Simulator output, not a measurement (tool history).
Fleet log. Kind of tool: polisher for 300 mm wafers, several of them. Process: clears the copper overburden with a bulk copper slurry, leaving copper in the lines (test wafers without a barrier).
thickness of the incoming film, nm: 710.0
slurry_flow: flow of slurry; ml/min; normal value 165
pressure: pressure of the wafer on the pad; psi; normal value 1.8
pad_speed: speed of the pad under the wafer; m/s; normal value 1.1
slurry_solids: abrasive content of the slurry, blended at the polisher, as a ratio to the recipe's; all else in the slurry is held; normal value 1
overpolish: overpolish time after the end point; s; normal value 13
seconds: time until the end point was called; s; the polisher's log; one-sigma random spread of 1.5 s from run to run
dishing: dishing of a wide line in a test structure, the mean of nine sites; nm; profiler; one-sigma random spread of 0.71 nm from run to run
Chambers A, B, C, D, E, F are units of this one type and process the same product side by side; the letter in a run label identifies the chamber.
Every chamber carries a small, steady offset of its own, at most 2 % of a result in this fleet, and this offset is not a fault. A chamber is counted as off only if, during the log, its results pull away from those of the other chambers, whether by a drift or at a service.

| run | hour | slurry_flow | pressure | pad_speed | slurry_solids | overpolish | wafers polished on this pad | hours since the slurry nozzle was cleaned | hours since the head pressure was calibrated | hours since the slurry blender was calibrated | seconds | dishing |
|---|---|---|---|---|---|---|---|---|---|---|---|---|
| 1A | 3.1 | 165 | 1.8 | 1.1 | 1 | 13 | 43 | 38.1 | 100.4 | 306 | 122.89 | 42.425 |
|  | 3.5 | chamber D: worn pad replaced by a new one |
| 2E | 9 | 165 | 1.8 | 1.1 | 1 | 13 | 238 | 97.6 | 171 | 25.7 | 125.58 | 45.067 |
| 3F | 12.3 | 165 | 1.8 | 1.1 | 1 | 13 | 402 | 491.8 | 337.4 | 141.9 | 126.41 | 42.377 |
|  | 15.2 | chamber C: worn pad replaced by a new one |
| 4D | 18.5 | 165 | 1.8 | 1.1 | 1 | 13 | 147 | 431.9 | 345.2 | 69.3 | 125.86 | 42.799 |
| 5C | 24.6 | 205 | 1.8 | 1.28 | 1 | 13 | 93 | 559.9 | 304.5 | 96.3 | 103.16 | 49.056 |
| 6B | 28.2 | 205 | 1.8 | 1.28 | 1 | 13 | 605 | 48.3 | 334.2 | 118.1 | 104.63 | 51.554 |
| 7A | 34.8 | 205 | 1.8 | 1.28 | 1 | 13 | 355 | 69.8 | 132.1 | 337.7 | 103.78 | 47.897 |
|  | 37.5 | chamber F: slurry blender recalibrated |
| 8B | 40.5 | 205 | 1.8 | 1.28 | 1 | 13 | 726 | 60.6 | 346.5 | 130.4 | 103.81 | 50.208 |
|  | 43.3 | chamber F: slurry nozzle cleaned |
| 9E | 43.8 | 205 | 1.8 | 1.28 | 1 | 13 | 580 | 132.4 | 205.8 | 60.5 | 105.85 | 49.908 |
| 10F | 47.1 | 205 | 1.8 | 1.28 | 1 | 13 | 744 | 3.9 | 372.2 | 9.7 | 104.34 | 49.94 |
| 11C | 50.6 | 165 | 1.8 | 1.36 | 1 | 13 | 348 | 585.9 | 330.5 | 122.3 | 97.081 | 50.779 |
| 12D | 53.6 | 165 | 1.8 | 1.36 | 1 | 13 | 492 | 467 | 380.3 | 104.4 | 100.92 | 48.536 |
|  | 54.4 | chamber B: worn pad replaced by a new one |
| 13D | 57.4 | 165 | 1.8 | 1.36 | 1 | 13 | 530 | 470.8 | 384.1 | 108.2 | 101.49 | 49.454 |
|  | 62.2 | chamber C: head pressure recalibrated |
| 14F | 62.6 | 165 | 1.8 | 1.36 | 1 | 13 | 896 | 19.4 | 387.7 | 25.2 | 98.437 | 48.577 |
|  | 68.5 | chamber E: worn pad replaced by a new one |
| 15A | 68.9 | 165 | 1.8 | 1.36 | 1 | 13 | 691 | 103.9 | 166.2 | 371.8 | 100.62 | 49.58 |
| 16E | 75.1 | 165 | 1.8 | 1.36 | 1 | 13 | 65 | 163.7 | 237.1 | 91.8 | 101.45 | 51.592 |
| 17B | 80.5 | 165 | 1.8 | 1.1 | 1 | 13 | 257 | 100.6 | 386.5 | 170.4 | 123.08 | 44.792 |
| 18C | 86.6 | 165 | 1.8 | 1.1 | 1 | 13 | 702 | 621.9 | 24.5 | 158.3 | 114.43 | 48.027 |
|  | 88.9 | chamber F: worn pad replaced by a new one |
|  | 90.5 | chamber C: worn pad replaced by a new one |
|  | 93 | chamber A: slurry blender recalibrated |
| 19D | 93 | 165 | 1.8 | 1.1 | 1 | 13 | 880 | 506.4 | 419.7 | 143.8 | 126.42 | 42.667 |
| 20F | 96.2 | 165 | 1.8 | 1.1 | 1 | 13 | 71 | 53 | 421.3 | 58.8 | 121.55 | 42.813 |
|  | 96.6 | chamber A: worn pad replaced by a new one |
|  | 96.9 | chamber C: slurry blender recalibrated |
|  | 98.4 | chamber D: slurry nozzle cleaned |
| 21E | 101.9 | 165 | 1.8 | 1.1 | 1 | 13 | 329 | 190.5 | 263.9 | 118.6 | 129.66 | 44.387 |
| 22B | 106.6 | 165 | 1.4 | 0.78 | 1 | 13 | 514 | 126.7 | 412.6 | 196.5 | 219.67 | 27.722 |
| 23C | 112.3 | 165 | 1.4 | 0.78 | 1 | 13 | 214 | 647.6 | 50.2 | 15.4 | 200.87 | 29.772 |
| 24A | 117.5 | 165 | 1.4 | 0.78 | 1 | 13 | 205 | 152.5 | 214.8 | 24.5 | 220.58 | 27.468 |
| 25A | 122.3 | 165 | 1.4 | 0.78 | 1 | 13 | 252 | 157.3 | 219.6 | 29.3 | 221.27 | 26.674 |
|  | 125.2 | chamber D: slurry blender recalibrated |
| 26C | 125.9 | 165 | 1.4 | 0.78 | 1 | 13 | 348 | 661.2 | 63.8 | 29 | 205.26 | 29.946 |
|  | 126 | chamber D: worn pad replaced by a new one |
| 27D | 131.1 | 165 | 1.4 | 0.78 | 1 | 13 | 51 | 32.7 | 457.8 | 6 | 225.52 | 26.161 |
|  | 131.2 | chamber C: slurry nozzle cleaned |
|  | 134.5 | chamber B: worn pad replaced by a new one |
| 28B | 134.6 | 165 | 1.8 | 1.1 | 1 | 13 | 1 | 154.7 | 440.6 | 224.5 | 125.37 | 42.983 |
|  | 135.1 | chamber E: slurry nozzle cleaned |
| 29E | 138.1 | 165 | 1.8 | 1.1 | 1 | 13 | 685 | 3 | 300.1 | 154.8 | 123.1 | 44.531 |
| 30F | 142 | 165 | 1.8 | 1.1 | 1 | 13 | 522 | 98.8 | 467.1 | 104.6 | 121.82 | 43.729 |
| 31E | 145.5 | 165 | 1.8 | 1.1 | 1 | 18 | 757 | 10.4 | 307.5 | 162.2 | 126.35 | 55.155 |
| 32C | 149.2 | 165 | 1.8 | 1.1 | 1 | 18 | 577 | 18.1 | 87.1 | 52.3 | 112.71 | 59.582 |
| 33F | 155.3 | 165 | 1.8 | 1.1 | 1 | 18 | 653 | 112.1 | 480.4 | 117.9 | 123.66 | 51.668 |
| 34D | 158.6 | 165 | 1.8 | 1.1 | 1 | 18 | 321 | 60.2 | 485.3 | 33.5 | 124.06 | 53.565 |
| 35B | 163.4 | 165 | 1.8 | 1.1 | 1 | 18 | 284 | 183.5 | 469.4 | 253.3 | 125.15 | 54.161 |
| 36A | 167.7 | 165 | 1.8 | 1.1 | 1 | 18 | 699 | 202.7 | 265 | 74.7 | 123.99 | 53.378 |
| 37F | 171.9 | 165 | 1.8 | 1.1 | 1 | 13 | 816 | 128.7 | 497 | 134.5 | 124.59 | 43.515 |
| 38A | 177.5 | 165 | 1.8 | 1.1 | 1 | 13 | 795 | 212.5 | 274.8 | 84.5 | 125.8 | 42.304 |
| 39B | 183.5 | 165 | 1.8 | 1.1 | 1 | 13 | 482 | 203.6 | 489.5 | 273.4 | 126.49 | 42.081 |

Predict what each chamber gives when all 6 of them run the settings below next.
| 40A | 188.3 | 165 | 1.8 | 1.1 | 0.85 | 13 |  |  |  |  | ? | ? |
| 40B | 188.3 | 165 | 1.8 | 1.1 | 0.85 | 13 |  |  |  |  | ? | ? |
| 40C | 188.3 | 165 | 1.8 | 1.1 | 0.85 | 13 |  |  |  |  | ? | ? |
| 40D | 188.3 | 165 | 1.8 | 1.1 | 0.85 | 13 |  |  |  |  | ? | ? |
| 40E | 188.3 | 165 | 1.8 | 1.1 | 0.85 | 13 |  |  |  |  | ? | ? |
| 40F | 188.3 | 165 | 1.8 | 1.1 | 0.85 | 13 |  |  |  |  | ? | ? |

| run | seconds | dishing |
|---|---|---|
| 40A | 128.01 | 42.138 |
| 40B | 127.13 | 43.831 |
| 40C | 115.95 | 46.159 |
| 40D | 128.38 | 40.809 |
| 40E | 129.8 | 42.963 |
| 40F | 127.94 | 42.375 |

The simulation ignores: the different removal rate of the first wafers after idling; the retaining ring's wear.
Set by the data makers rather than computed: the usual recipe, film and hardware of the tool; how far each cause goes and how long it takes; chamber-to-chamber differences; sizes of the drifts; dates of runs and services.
